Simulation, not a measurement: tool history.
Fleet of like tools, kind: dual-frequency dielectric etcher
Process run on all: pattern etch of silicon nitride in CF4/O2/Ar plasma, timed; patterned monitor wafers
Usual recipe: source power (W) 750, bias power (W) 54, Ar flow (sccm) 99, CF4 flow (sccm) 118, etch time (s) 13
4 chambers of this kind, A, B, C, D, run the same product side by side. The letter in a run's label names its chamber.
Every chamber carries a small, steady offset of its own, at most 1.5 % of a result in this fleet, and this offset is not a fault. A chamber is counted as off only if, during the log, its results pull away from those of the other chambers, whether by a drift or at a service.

run	day	source power (W)	bias power (W)	Ar flow (sccm)	CF4 flow (sccm)	etch time (s)	hours since the last wet clean	hours since the last source power generator calibration	hours since the last bias power generator calibration	hours since the last Ar flow controller change	hours since the last CF4 flow controller change	read-back reference wafer on the same gauge, depth_nm	mean etch depth across the wafer (Å)
1D	0.133	750	54	99	118	13	288.5	236.5	1000.5	2148.9	1007.9	37.106	368.44
2C	0.262	750	54	99	118	13	176.4	1879.5	281	2426.5	4035.8	37.117	365.55
3A	0.504	750	54	99	118	13	295.5	883.1	239.1	1869.1	4659.6	37.118	374.54
4B	0.762	750	54	99	118	13	302.6	1001	184.3	567.4	226.8	37.126	368.69
5A	0.946	750	54	99	118	13	306.1	893.7	249.7	1879.7	4670.2	37.142	374.39
6B	1.221	750	54	99	118	13	313.6	1012	195.3	578.4	237.8	37.141	369.5
7D	1.417	750	54	99	118	13	319.3	267.3	1031.3	2179.7	1038.7	37.151	371.1
8C	1.658	750	54	99	118	13	209.9	1913	314.5	2460	4069.3	37.146	366.32
9A	1.838	750	54	99	118	13	327.5	915.1	271.1	1901.1	4691.6	37.172	374.57
10D	1.958	750	54	99	118	13	332.3	280.3	1044.3	2192.7	1051.7	37.157	370.26
11C	2.225	750	54	99	118	13	223.5	1926.6	328.1	2473.6	4082.9	37.157	365.49
12B	2.458	750	54	99	118	13	343.3	1041.7	225	608.1	267.5	37.164	369.23
13B	2.708	750	54	99	118	13	349.3	1047.7	231	614.1	273.5	37.186	369.08
14C	2.829	750	54	99	118	13	238	1941.1	342.6	2488.1	4097.4	37.196	366.43
15A	3	750	54	99	118	13	355.4	943	299	1929	4719.5	37.197	375.85
16D	3.25	750	54	99	118	13	363.3	311.3	1075.3	2223.7	1082.7	37.207	371.25
17A	3.525	750	54	99	118	13	368	955.6	311.6	1941.6	4732.1	37.205	375.74
18C	3.75	750	54	99	118	13	260.1	1963.2	364.7	2510.2	4119.5	37.213	366.47
19D	3.896	750	54	99	118	13	378.8	326.8	1090.8	2239.2	1098.2	37.225	371.01
20B	4.112	750	54	99	118	13	383	1081.4	264.7	647.8	307.2	37.222	370.31
21B	4.321	750	54	99	118	13	388	1086.4	269.7	652.8	312.2	37.236	370.38
22A	4.55	750	54	99	118	13	392.6	980.2	336.2	1966.2	4756.7	37.262	375.34
# day 4.717: chamber B: wet clean of the chamber
23D	4.771	750	59	99	118	11.5	399.8	347.8	1111.8	2260.2	1119.2	37.248	339
24C	5.012	750	59	99	118	11.5	290.4	1993.5	395	2540.5	4149.8	37.255	334.98
25B	5.208	750	59	99	118	11.5	11.9	1107.7	291	674.1	333.5	37.269	338.99
26D	5.362	750	59	99	118	11.5	414	362	1126	2274.4	1133.4	37.256	339.69
# day 5.396: chamber D: wet clean of the chamber
27C	5.567	750	54	99	118	13	303.7	2006.8	408.3	2553.8	4163.1	37.279	366.57
28A	5.833	750	54	99	118	13	423.4	1011	367	1997	4787.5	37.276	376.64
29D	5.992	750	54	99	100	15	14.3	377.1	1141.1	2289.5	1148.5	37.283	419.36
30A	6.254	750	54	99	100	15	433.5	1021.1	377.1	2007.1	4797.6	37.316	425.59
31C	6.438	750	54	99	100	15	324.6	2027.7	429.2	2574.7	4184	37.32	415.58
32B	6.633	750	54	99	100	15	46.1	1141.9	325.2	708.3	367.7	37.313	418.63
33A	6.862	750	54	99	118	13	448.1	1035.7	391.7	2021.7	4812.2	37.322	376.94
34C	7.096	750	54	99	118	13	340.4	2043.5	445	2590.5	4199.8	37.339	366.77
35D	7.221	750	54	99	118	13	43.8	406.6	1170.6	2319	1178	37.339	372.24
36B	7.475	750	54	99	118	13	66.3	1162.1	345.4	728.5	387.9	37.353	370.53

One chamber off, gauge drift, or nothing amiss beyond the chambers' own small offsets? If it is a chamber, which one, and what is the likeliest cause?

No chamber is off; the gauge reading every chamber's wafers drifts, which makes the whole fleet appear to move together.
What lies behind it: gauge reads high (%) = 0.682.
